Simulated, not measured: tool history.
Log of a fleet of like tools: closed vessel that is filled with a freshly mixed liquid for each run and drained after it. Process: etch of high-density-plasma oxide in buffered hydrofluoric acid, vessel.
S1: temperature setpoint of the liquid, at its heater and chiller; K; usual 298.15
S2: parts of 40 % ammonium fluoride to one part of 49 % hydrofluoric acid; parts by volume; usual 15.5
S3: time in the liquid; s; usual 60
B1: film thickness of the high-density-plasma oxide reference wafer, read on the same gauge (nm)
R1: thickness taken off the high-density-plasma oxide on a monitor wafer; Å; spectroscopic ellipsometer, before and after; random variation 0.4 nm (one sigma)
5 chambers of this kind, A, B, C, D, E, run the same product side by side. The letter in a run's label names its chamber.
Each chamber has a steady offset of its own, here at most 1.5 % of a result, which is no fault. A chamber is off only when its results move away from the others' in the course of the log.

{"run": "1B", "hour": 5.5, "S1": 298.15, "S2": 15.5, "S3": 60, "B1": 39.996, "R1": 622.01}
{"run": "2C", "hour": 12.2, "S1": 298.15, "S2": 15.5, "S3": 60, "B1": 39.997, "R1": 614.99}
{"run": "3D", "hour": 23.7, "S1": 298.15, "S2": 15.5, "S3": 60, "B1": 40.013, "R1": 624.69}
{"run": "4A", "hour": 28.7, "S1": 298.15, "S2": 15.5, "S3": 60, "B1": 39.993, "R1": 616.42}
{"run": "5E", "hour": 34.8, "S1": 298.15, "S2": 15.5, "S3": 60, "B1": 40.019, "R1": 631.27}
{"run": "6A", "hour": 43.8, "S1": 298.15, "S2": 15.5, "S3": 60, "B1": 39.99, "R1": 620.81}
{"run": "7D", "hour": 52.8, "S1": 298.15, "S2": 15.5, "S3": 60, "B1": 39.991, "R1": 630.22}
{"run": "8B", "hour": 63.1, "S1": 298.15, "S2": 12, "S3": 60, "B1": 40.024, "R1": 791.52}
{"hour": 63.8, "done": "chamber D: thermometer replaced"}
{"run": "9C", "hour": 74.3, "S1": 298.15, "S2": 12, "S3": 60, "B1": 40.003, "R1": 799.46}
{"run": "10E", "hour": 80.7, "S1": 298.15, "S2": 12, "S3": 60, "B1": 40.014, "R1": 807.99}
{"run": "11B", "hour": 85.7, "S1": 298.15, "S2": 12, "S3": 60, "B1": 39.973, "R1": 801.81}
{"run": "12D", "hour": 95.9, "S1": 298.15, "S2": 12, "S3": 60, "B1": 40.031, "R1": 800.55}
{"run": "13E", "hour": 105.6, "S1": 298.15, "S2": 15.5, "S3": 60, "B1": 40, "R1": 630.92}
{"run": "14A", "hour": 113.2, "S1": 298.15, "S2": 15.5, "S3": 60, "B1": 40.008, "R1": 637.27}
{"hour": 117.8, "done": "chamber E: hydrofluoric acid flow meter replaced"}
{"run": "15C", "hour": 118.5, "S1": 298.15, "S2": 15.5, "S3": 60, "B1": 39.963, "R1": 616.3}
{"run": "16C", "hour": 125.2, "S1": 298.15, "S2": 15.5, "S3": 60, "B1": 40.009, "R1": 620.21}
{"hour": 133.2, "done": "chamber D: hydrofluoric acid flow meter replaced"}
{"run": "17E", "hour": 134.2, "S1": 298.15, "S2": 15.5, "S3": 60, "B1": 40.021, "R1": 617.55}
{"run": "18A", "hour": 145.6, "S1": 298.15, "S2": 15.5, "S3": 60, "B1": 40.009, "R1": 638.24}
{"run": "19D", "hour": 153.0, "S1": 298.15, "S2": 15.5, "S3": 60, "B1": 39.979, "R1": 624.55}
{"run": "20B", "hour": 162.6, "S1": 298.15, "S2": 15.5, "S3": 60, "B1": 40.015, "R1": 619.93}
{"run": "21A", "hour": 169.5, "S1": 298.15, "S2": 15.5, "S3": 60, "B1": 40.004, "R1": 641.11}
{"run": "22B", "hour": 179.3, "S1": 298.15, "S2": 15.5, "S3": 60, "B1": 40.002, "R1": 619.44}
{"run": "23E", "hour": 184.3, "S1": 298.15, "S2": 15.5, "S3": 60, "B1": 40.015, "R1": 621.42}
{"run": "24C", "hour": 189.6, "S1": 298.15, "S2": 15.5, "S3": 60, "B1": 39.943, "R1": 619.18}
{"run": "25D", "hour": 199.5, "S1": 298.15, "S2": 15.5, "S3": 60, "B1": 40.024, "R1": 629.6}
{"run": "26B", "hour": 204.8, "S1": 298.15, "S2": 15.5, "S3": 60, "B1": 40.008, "R1": 620.64}
{"run": "27D", "hour": 210.3, "S1": 298.15, "S2": 15.5, "S3": 60, "B1": 40.002, "R1": 621.68}
{"run": "28E", "hour": 220.2, "S1": 298.15, "S2": 15.5, "S3": 60, "B1": 40, "R1": 623.47}
{"run": "29C", "hour": 226.2, "S1": 302.65, "S2": 19, "S3": 60, "B1": 39.981, "R1": 641.69}
{"run": "30A", "hour": 232.7, "S1": 302.65, "S2": 19, "S3": 60, "B1": 39.997, "R1": 684.5}

What goes on in this fleet: one chamber off, a drifting gauge, or nothing beyond the chambers' own small offsets? Name the chamber and the cause, if any.

Chamber A drifts away from the others.
Cause: liquid hotter than its thermometer reads (K) = 1.18.
The log may not tell that from: hydrofluoric acid flow above the setpoint (%).

Here are 4 candidates for chamber A's next run, each the usual settings with a change, their results left as question marks. Which one brings its results back in line with what the others give on the usual settings?
In line means no further than this from the other chambers' mean on the usual settings: R1 14 Å
{"run": "31A-1", "hour": 241.1, "S1": 298.65, "S2": 15.5, "S3": 60, "R1": "?"}
{"run": "31A-2", "hour": 241.1, "S1": 297.65, "S2": 16, "S3": 60, "R1": "?"}
{"run": "31A-3", "hour": 241.1, "S1": 298.15, "S2": 14.5, "S3": 60, "R1": "?"}
{"run": "31A-4", "hour": 241.1, "S1": 297.65, "S2": 15.5, "S3": 60, "R1": "?"}

The other chambers' mean on the usual settings: R1 621.13 Å
run=31A-1 R1=675.51
run=31A-2 R1=620.56
run=31A-3 R1=701.77
run=31A-4 R1=640.08
31A-2 brings the chamber back in line.
